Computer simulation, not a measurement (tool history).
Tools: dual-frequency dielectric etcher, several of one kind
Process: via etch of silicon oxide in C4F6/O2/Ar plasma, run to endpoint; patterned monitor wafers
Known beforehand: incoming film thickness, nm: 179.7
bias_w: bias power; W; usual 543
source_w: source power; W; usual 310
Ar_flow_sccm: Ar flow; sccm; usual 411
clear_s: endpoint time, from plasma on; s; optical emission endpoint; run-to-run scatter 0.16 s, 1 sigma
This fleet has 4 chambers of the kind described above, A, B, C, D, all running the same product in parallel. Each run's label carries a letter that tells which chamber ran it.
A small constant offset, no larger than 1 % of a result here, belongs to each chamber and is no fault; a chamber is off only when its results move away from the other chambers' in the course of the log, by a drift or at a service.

run   hour  bias_w  source_w  Ar_flow_sccm  clear_s
 1A    9.3     543       310           411   43.862
 2C   17.5     543       310           411   43.667
 3D   24.0     543       310           411   43.710
 4B   33.1     543       310           411   43.890
 5C   39.8     543       310           411   44.050
 6D   51.8     543       310           411   43.917
 7A   58.8     543       310           411   43.825
      67.8  -- chamber B: source power generator calibrated
 8B   69.6     543       310           411   44.075
 9A   75.1     543       310           411   43.783
10D   83.6     421       260           411   51.433
11B   93.9     421       260           411   51.619
12C  104.0     421       260           411   51.482
13C  116.1     421       260           411   51.698
14B  122.4     543       310           411   43.937
15A  130.0     543       310           411   43.597
16D  140.1     543       310           411   43.772
17B  149.2     585       350           411   41.051
18C  156.7     585       350           411   41.088
     160.2  -- chamber D: wet clean of the chamber
19D  164.2     585       350           411   40.860
20A  175.3     585       350           411   41.169
21C  187.2     543       310           411   43.886
22B  194.7     543       310           411   43.855
23D  200.4     543       310           411   43.809
24A  211.4     543       310           411   44.772
25C  221.7     543       310           411   43.504
26B  229.4     543       310           411   43.762
27A  237.4     543       310           411   44.703
28D  244.2     543       310           411   43.603
29D  255.5     543       310           411   43.725

Each of the 4 chambers runs these same settings next. Fill in every chamber's results:
30A  264.2     543       350           411        ?
30B  264.2     543       350           411        ?
30C  264.2     543       350           411        ?
30D  264.2     543       350           411        ?

run  clear_s
30A   43.077
30B   42.008
30C   42.245
30D   42.176

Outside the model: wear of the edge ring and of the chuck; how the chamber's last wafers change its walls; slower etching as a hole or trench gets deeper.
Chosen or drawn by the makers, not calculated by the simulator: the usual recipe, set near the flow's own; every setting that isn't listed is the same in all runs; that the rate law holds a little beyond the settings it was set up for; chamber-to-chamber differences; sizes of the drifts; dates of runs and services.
